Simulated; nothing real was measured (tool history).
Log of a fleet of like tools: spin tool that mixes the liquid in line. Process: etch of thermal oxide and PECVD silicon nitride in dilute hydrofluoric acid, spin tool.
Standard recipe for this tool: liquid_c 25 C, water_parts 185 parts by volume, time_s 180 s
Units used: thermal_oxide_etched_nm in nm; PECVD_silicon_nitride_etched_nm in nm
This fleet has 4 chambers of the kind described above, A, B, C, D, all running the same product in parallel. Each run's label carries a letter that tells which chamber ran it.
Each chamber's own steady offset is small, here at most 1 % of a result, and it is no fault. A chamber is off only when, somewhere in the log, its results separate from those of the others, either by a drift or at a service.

run     day  liquid_c  water_parts  time_s  hours since the thermometer was replaced  hours since the hydrofluoric acid flow meter was replaced  read-back film thickness of the thermal oxide reference wafer, read on the same gauge (nm)  read-back film thickness of the PECVD silicon nitride reference wafer, read on the same gauge (nm)  thermal_oxide_etched_nm  PECVD_silicon_nitride_etched_nm
 1A    0.45        25          185     180                                     144.7                                                     1608.6                                                                                      139.99                                                                                              150.01                   4.1115                            5.934
 2D   0.692        25          185     180                                    1225.5                                                     1975.3                                                                                      139.99                                                                                                 150                   4.0701                           5.9908
 3B     1.1        25          185     180                                     503.9                                                     1114.7                                                                                      139.99                                                                                              149.98                   4.0088                           5.8739
 4C   1.588        25          185     180                                     728.2                                                       42.8                                                                                      140.03                                                                                              149.97                   4.0977                           5.8782
        1.8  -- chamber D: hydrofluoric acid flow meter replaced
 5D   1.846      23.5          270     180                                    1253.2                                                        1.1                                                                                         140                                                                                              150.02                   2.4296                           3.7535
 6B   2.267      23.5          270     180                                     531.9                                                     1142.7                                                                                      139.97                                                                                              149.99                   2.4336                           3.7065
 7C   2.692      23.5          270     180                                     754.7                                                       69.3                                                                                      140.02                                                                                              149.98                   2.4635                           3.7214
 8A   2.967      23.5          270     180                                     205.1                                                       1669                                                                                      140.02                                                                                              150.03                   2.4331                           3.7491
 9D   3.333        25          185     180                                    1288.9                                                       36.8                                                                                         140                                                                                              150.04                   4.0615                           5.9949
10B   3.625        25          185     180                                     564.5                                                     1175.3                                                                                         140                                                                                              149.97                   4.0387                           5.8702
11C   4.171        25          185     180                                     790.2                                                      104.8                                                                                         140                                                                                                 150                   4.1173                           5.9218
12A   4.583        25          245     180                                     243.9                                                     1707.8                                                                                      140.01                                                                                              150.02                   2.8956                           4.4627
13C   4.975        25          245     180                                     809.5                                                      124.1                                                                                         140                                                                                              150.02                   2.8946                           4.5308
14B   5.508        25          245     180                                     609.7                                                     1220.5                                                                                      139.99                                                                                              150.05                   2.9121                           4.4564
15A   5.967        25          245     180                                     277.1                                                       1741                                                                                      139.99                                                                                                 150                   2.9398                           4.4107
16D   6.433        25          185     180                                    1363.3                                                      111.2                                                                                         140                                                                                              150.02                   4.0812                           5.9981
17A   6.708        25          185     180                                     294.9                                                     1758.8                                                                                      140.03                                                                                              149.99                   4.1399                           5.8795
18C   6.967        25          185     180                                     857.3                                                      171.9                                                                                      139.98                                                                                              150.05                   4.0775                           5.9915
19B   7.242        25          185     180                                     651.3                                                     1262.1                                                                                      139.98                                                                                              150.06                   3.9964                           5.8704
20D   7.646        25          185     180                                    1392.4                                                      140.3                                                                                      140.02                                                                                              150.02                   4.0616                           5.9856
21D   7.992        25          185     180                                    1400.7                                                      148.6                                                                                      139.98                                                                                                 150                   4.0771                           5.9614
22B   8.262        25          185     180                                     675.8                                                     1286.6                                                                                      140.01                                                                                                 150                   4.0753                           5.8929
      8.538  -- chamber D: thermometer replaced
23C   8.654      29.5          110     180                                     897.8                                                      212.4                                                                                      139.98                                                                                              149.98                   8.8068                           13.082
24A   9.196      29.5          110     180                                     354.6                                                     1818.5                                                                                         140                                                                                              150.01                   8.9456                           13.004
      9.296  -- chamber C: thermometer replaced
25A   9.754      29.5          110     180                                       368                                                     1831.9                                                                                         140                                                                                              150.03                   8.8934                           13.059
26D   9.996      29.5          110     180                                        35                                                      196.7                                                                                      140.02                                                                                                 150                    8.864                           13.503
27B  10.304        25          185     180                                     724.8                                                     1335.6                                                                                      139.99                                                                                              149.97                    4.101                           5.8702
28C  10.754        25          185     180                                        35                                                      262.8                                                                                      139.99                                                                                              149.99                   4.0488                           5.8726
29D  11.017        25          185     180                                      59.5                                                      221.2                                                                                         140                                                                                              150.01                   4.0815                            5.969
30C  11.454        25          185     180                                      51.8                                                      279.6                                                                                      139.99                                                                                              149.98                   4.0585                           5.8943
31A  12.012        25          185     180                                     422.2                                                     1886.1                                                                                      140.01                                                                                              150.01                   4.0729                            5.887
32B  12.329        25          185     180                                     773.4                                                     1384.2                                                                                      139.99                                                                                              149.99                   4.1393                           5.9012
33D  12.846        25          185     180                                     103.4                                                      265.1                                                                                      139.99                                                                                              150.01                   4.0659                           6.0069
34A  13.296      28.5          185     265                                       453                                                     1916.9                                                                                      139.99                                                                                              149.97                   6.8321                           10.785
35B  13.692      28.5          185     265                                     806.1                                                     1416.9                                                                                         140                                                                                              150.05                   6.7902                           10.676

Each of the 4 chambers runs these same settings next. Fill in every chamber's results:
36A  14.092        25          185     180                                                                                                                                                                                                                                                                                                                             ?                                ?
36B  14.092        25          185     180                                                                                                                                                                                                                                                                                                                             ?                                ?
36C  14.092        25          185     180                                                                                                                                                                                                                                                                                                                             ?                                ?
36D  14.092        25          185     180                                                                                                                                                                                                                                                                                                                             ?                                ?

run  thermal_oxide_etched_nm  PECVD_silicon_nitride_etched_nm
36A                   4.1493                             5.84
36B                   4.0828                           5.8711
36C                   4.0914                           5.9769
36D                   4.0658                           6.0093
